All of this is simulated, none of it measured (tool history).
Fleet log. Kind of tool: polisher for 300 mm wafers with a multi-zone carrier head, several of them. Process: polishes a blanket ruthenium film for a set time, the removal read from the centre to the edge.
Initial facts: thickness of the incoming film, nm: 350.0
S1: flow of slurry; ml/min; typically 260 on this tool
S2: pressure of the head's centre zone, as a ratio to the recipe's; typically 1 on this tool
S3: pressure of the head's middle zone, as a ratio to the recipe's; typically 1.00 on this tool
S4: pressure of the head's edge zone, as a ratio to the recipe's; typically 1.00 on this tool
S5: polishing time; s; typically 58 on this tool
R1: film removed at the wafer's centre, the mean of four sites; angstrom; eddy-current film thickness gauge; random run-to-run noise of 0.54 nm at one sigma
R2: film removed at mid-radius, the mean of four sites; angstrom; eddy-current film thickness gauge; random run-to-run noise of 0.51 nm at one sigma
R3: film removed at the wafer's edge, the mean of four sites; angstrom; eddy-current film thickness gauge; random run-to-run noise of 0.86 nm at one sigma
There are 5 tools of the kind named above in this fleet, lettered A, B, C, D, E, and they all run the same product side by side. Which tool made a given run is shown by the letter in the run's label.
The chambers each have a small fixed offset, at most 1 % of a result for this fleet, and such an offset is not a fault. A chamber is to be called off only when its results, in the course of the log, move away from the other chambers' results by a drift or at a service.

| run | hour | S1 | S2 | S3 | S4 | S5 | R1 | R2 | R3 |
|---|---|---|---|---|---|---|---|---|---|
|  | 5.2 | chamber D: edge zone pressure recalibrated |
| 1D | 5.2 | 260 | 1 | 1.00 | 1.00 | 58 | 583.48 | 572.76 | 574.83 |
| 2A | 12.4 | 260 | 1 | 1.00 | 1.00 | 58 | 572.41 | 575.58 | 564.49 |
| 3E | 19.5 | 260 | 1 | 1.00 | 1.00 | 58 | 586.89 | 576.23 | 563.25 |
| 4C | 26.3 | 260 | 1 | 1.00 | 1.00 | 58 | 568.85 | 567.33 | 579.00 |
|  | 27.6 | chamber B: worn pad replaced by a new one |
| 5B | 32.2 | 260 | 1 | 1.00 | 1.00 | 58 | 583.48 | 568.63 | 571.17 |
|  | 35.4 | chamber C: worn pad replaced by a new one |
| 6B | 39.2 | 260 | 1 | 1.00 | 1.00 | 58 | 572.90 | 563.04 | 589.41 |
|  | 41.6 | chamber D: worn pad replaced by a new one |
| 7E | 45.6 | 260 | 1 | 1.00 | 1.00 | 58 | 573.88 | 567.00 | 559.02 |
|  | 48.8 | chamber B: slurry nozzle cleaned |
| 8C | 51.0 | 260 | 1 | 1.00 | 1.00 | 58 | 574.70 | 581.76 | 573.55 |
|  | 55.3 | chamber C: edge zone pressure recalibrated |
| 9A | 58.0 | 260 | 1 | 1.00 | 1.00 | 58 | 579.89 | 566.79 | 576.76 |
|  | 58.3 | chamber E: slurry nozzle cleaned |
| 10D | 65.6 | 175 | 1 | 1.00 | 1.09 | 58 | 552.19 | 538.96 | 575.03 |
|  | 72.2 | chamber A: worn pad replaced by a new one |
| 11E | 73.6 | 175 | 1 | 1.00 | 1.09 | 58 | 533.64 | 528.85 | 580.18 |
| 12B | 79.3 | 175 | 1 | 1.00 | 1.09 | 58 | 547.73 | 546.11 | 587.62 |
| 13C | 84.7 | 175 | 1 | 1.00 | 1.09 | 58 | 541.42 | 544.38 | 579.63 |
|  | 86.7 | chamber C: centre zone pressure recalibrated |
|  | 91.7 | chamber D: centre zone pressure recalibrated |
| 14A | 91.9 | 175 | 1 | 1.00 | 1.09 | 58 | 549.73 | 538.37 | 584.60 |
|  | 95.3 | chamber C: worn pad replaced by a new one |
| 15D | 95.8 | 260 | 1 | 1.00 | 1.00 | 58 | 579.98 | 581.05 | 584.65 |
| 16B | 99.7 | 260 | 1 | 1.00 | 1.00 | 58 | 581.07 | 573.47 | 583.40 |
| 17E | 106.2 | 260 | 1 | 1.00 | 1.00 | 58 | 555.69 | 546.39 | 579.90 |
|  | 109.8 | chamber D: worn pad replaced by a new one |
| 18A | 111.1 | 260 | 1 | 1.00 | 1.00 | 58 | 582.80 | 577.90 | 582.18 |
| 19C | 116.7 | 260 | 1 | 1.00 | 1.00 | 58 | 579.64 | 583.92 | 575.99 |
| 20D | 122.8 | 260 | 1 | 1.00 | 1.00 | 58 | 581.34 | 579.96 | 572.27 |
|  | 125.5 | chamber B: worn pad replaced by a new one |
| 21D | 128.5 | 260 | 1 | 1.00 | 1.00 | 58 | 576.10 | 569.62 | 567.44 |
| 22E | 136.6 | 260 | 1 | 1.00 | 1.00 | 58 | 544.36 | 533.53 | 551.68 |
|  | 143.2 | chamber A: worn pad replaced by a new one |
| 23B | 143.3 | 260 | 1 | 1.00 | 1.00 | 58 | 582.29 | 584.14 | 582.97 |
| 24C | 147.3 | 260 | 1 | 1.00 | 1.00 | 58 | 577.99 | 574.86 | 575.13 |
| 25A | 151.9 | 260 | 1 | 1.00 | 1.00 | 58 | 581.35 | 574.02 | 570.29 |
| 26B | 158.9 | 260 | 1 | 1.00 | 1.00 | 58 | 582.07 | 568.03 | 570.37 |
|  | 162.6 | chamber A: edge zone pressure recalibrated |
|  | 165.0 | chamber C: worn pad replaced by a new one |
| 27C | 165.2 | 260 | 1 | 1.00 | 1.00 | 58 | 578.39 | 585.05 | 579.40 |
| 28E | 171.8 | 260 | 1 | 1.00 | 1.00 | 58 | 534.82 | 530.16 | 526.95 |
| 29D | 178.7 | 260 | 1 | 1.00 | 1.00 | 58 | 582.08 | 572.16 | 571.56 |
| 30A | 186.4 | 260 | 1 | 1.00 | 1.00 | 58 | 596.28 | 573.95 | 589.68 |
| 31C | 192.0 | 260 | 1 | 1.00 | 1.00 | 58 | 586.47 | 581.28 | 589.44 |
|  | 197.3 | chamber D: worn pad replaced by a new one |
| 32A | 198.0 | 205 | 1 | 1.00 | 1.00 | 52 | 507.71 | 494.79 | 499.19 |
| 33D | 203.2 | 205 | 1 | 1.00 | 1.00 | 52 | 502.16 | 498.45 | 498.84 |
| 34B | 211.4 | 205 | 1 | 1.00 | 1.00 | 52 | 501.28 | 497.97 | 499.49 |

Decide between three cases: one chamber stands off from its peers, the gauge reading all wafers drifts, or nothing is wrong past each chamber's small offset. Where a chamber is off, say which and what most likely put it there.

It is chamber E that slowly wanders off from its peers.
What lies behind it: removal rate lost through wear of the pad, % = 11.

Below are 4 candidate recipes for chamber E's next run, each the usual settings with a change, their results shown as question marks. Which of them brings E's results back in line with what the other chambers give on the usual settings?
Allowed miss from the other chambers' usual-settings mean, per result, to count as in line: R1 19.00 angstrom; R2 18.00 angstrom; R3 30.00 angstrom
| 35E-1 | 217.6 | 255 | 1 | 1.00 | 1.00 | 52 | ? | ? | ? |
| 35E-2 | 217.6 | 260 | 1 | 1.00 | 1.00 | 61 | ? | ? | ? |
| 35E-3 | 217.6 | 260 | 1 | 1.00 | 1.00 | 55 | ? | ? | ? |
| 35E-4 | 217.6 | 265 | 1 | 1.00 | 1.01 | 65 | ? | ? | ? |

Average result of the remaining chambers running the usual settings: R1 578.11 angstrom; R2 573.59 angstrom; R3 578.19 angstrom
| run | R1 | R2 | R3 |
|---|---|---|---|
| 35E-1 | 458.49 | 455.55 | 461.00 |
| 35E-2 | 539.16 | 535.58 | 541.69 |
| 35E-3 | 486.13 | 482.90 | 488.41 |
| 35E-4 | 575.88 | 571.90 | 581.17 |
35E-4 is the one that brings the chamber's results back in line with the other chambers.
